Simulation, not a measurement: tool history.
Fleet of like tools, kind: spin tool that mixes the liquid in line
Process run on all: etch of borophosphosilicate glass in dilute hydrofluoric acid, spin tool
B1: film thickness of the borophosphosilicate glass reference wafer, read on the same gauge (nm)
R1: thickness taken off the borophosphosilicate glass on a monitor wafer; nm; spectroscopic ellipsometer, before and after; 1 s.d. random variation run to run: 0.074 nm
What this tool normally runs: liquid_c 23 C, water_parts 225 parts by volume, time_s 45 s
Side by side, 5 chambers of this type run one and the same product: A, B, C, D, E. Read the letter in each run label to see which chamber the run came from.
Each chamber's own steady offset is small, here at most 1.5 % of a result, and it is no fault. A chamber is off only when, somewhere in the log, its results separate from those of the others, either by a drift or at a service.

Run 1E, hour 5: usual settings; B1 90.037. Result: R1 10.356 nm.
Run 2C, hour 10.1: usual settings; B1 90.025. Result: R1 10.263 nm.
Run 3B, hour 14.9: usual settings; B1 90.015. Result: R1 10.319 nm.
Run 4D, hour 19.4: usual settings; B1 89.984. Result: R1 10.294 nm.
Run 5A, hour 22: usual settings; B1 90.006. Result: R1 10.253 nm.
Run 6B, hour 26.2: usual settings; B1 89.976. Result: R1 10.32 nm.
Run 7A, hour 29: usual settings; B1 89.996. Result: R1 10.19 nm.
Run 8D, hour 34.2: usual settings; B1 90.015. Result: R1 10.459 nm.
Run 9E, hour 36.5: usual settings but time_s 65 s; B1 89.982. Result: R1 14.715 nm.
Run 10C, hour 40.3: usual settings but time_s 65 s; B1 89.987. Result: R1 14.675 nm.
Run 11C, hour 43.6: usual settings but time_s 65 s; B1 89.992. Result: R1 14.993 nm.
Run 12E, hour 48.8: usual settings but time_s 65 s; B1 90.009. Result: R1 14.768 nm.
Run 13D, hour 53.5: usual settings but time_s 65 s; B1 89.989. Result: R1 15.128 nm.
At hour 53.9: chamber C: thermometer replaced.
Run 14A, hour 57.1: usual settings; B1 89.97. Result: R1 10.03 nm.
Run 15B, hour 60.2: usual settings; B1 89.995. Result: R1 10.273 nm.
Run 16C, hour 63.4: usual settings; B1 90.009. Result: R1 10.187 nm.
Run 17D, hour 65.8: usual settings; B1 90.002. Result: R1 10.365 nm.
Run 18B, hour 69.6: usual settings; B1 90.016. Result: R1 10.288 nm.
Run 19A, hour 72.4: usual settings; B1 89.971. Result: R1 9.9429 nm.
Run 20E, hour 77.5: usual settings; B1 89.995. Result: R1 10.435 nm.
Run 21A, hour 82.1: usual settings but liquid_c 18.5 C, time_s 30 s; B1 90.007. Result: R1 5.579 nm.
Run 22C, hour 86.6: usual settings but liquid_c 18.5 C, time_s 30 s; B1 90.02. Result: R1 5.8089 nm.
Run 23B, hour 89.4: usual settings but liquid_c 18.5 C, time_s 30 s; B1 90.007. Result: R1 5.8018 nm.
Run 24D, hour 94.4: usual settings but liquid_c 18.5 C, time_s 30 s; B1 90.042. Result: R1 5.8414 nm.
Run 25E, hour 99.2: usual settings but liquid_c 18.5 C, time_s 30 s; B1 89.986. Result: R1 5.743 nm.
Run 26A, hour 101.6: usual settings; B1 90.024. Result: R1 9.8896 nm.
Run 27D, hour 103.9: usual settings; B1 90.02. Result: R1 10.329 nm.
At hour 106.3: chamber C: hydrofluoric acid flow meter replaced.
Run 28B, hour 106.6: usual settings; B1 90.001. Result: R1 10.169 nm.
Run 29E, hour 109.7: usual settings; B1 89.999. Result: R1 10.324 nm.
At hour 112.4: chamber D: thermometer replaced.
Run 30C, hour 113.1: usual settings; B1 90.003. Result: R1 10.124 nm.
Run 31E, hour 116.3: usual settings; B1 89.991. Result: R1 10.321 nm.
Run 32A, hour 121.6: usual settings; B1 90.056. Result: R1 9.6506 nm.
Run 33D, hour 125.2: usual settings; B1 90.016. Result: R1 10.335 nm.
Run 34C, hour 128.3: usual settings; B1 90.023. Result: R1 10.319 nm.

Is one chamber off against the others, does the gauge drift, or is nothing wrong? If a chamber is off, say which, and what the likeliest cause is.

Chamber A drifts away from the others.
Cause: hydrofluoric acid flow below the setpoint (%) = 4.88.
The log may not tell that from: liquid colder than its thermometer reads (K).

Chamber A could run next with any of the 4 candidate recipes listed below; each alters the usual settings, and their results appear as question marks. Which one brings its results back in line with what the other chambers deliver on the usual settings?
A result is in line if it is within this distance of the other chambers' mean on the usual settings: R1 0.26 nm
Run 35A-1, hour 132: usual settings but liquid_c 23.5 C. Result: R1 ?.
Run 35A-2, hour 132: usual settings but water_parts 240 parts by volume. Result: R1 ?.
Run 35A-3, hour 132: usual settings but water_parts 230 parts by volume. Result: R1 ?.
Run 35A-4, hour 132: usual settings but liquid_c 25 C. Result: R1 ?.

The other chambers' mean on the usual settings: R1 10.315 nm
  run      R1
35A-1  9.8161
35A-2  8.9052
35A-3  9.3832
35A-4  10.361
35A-4 brings the chamber back in line.

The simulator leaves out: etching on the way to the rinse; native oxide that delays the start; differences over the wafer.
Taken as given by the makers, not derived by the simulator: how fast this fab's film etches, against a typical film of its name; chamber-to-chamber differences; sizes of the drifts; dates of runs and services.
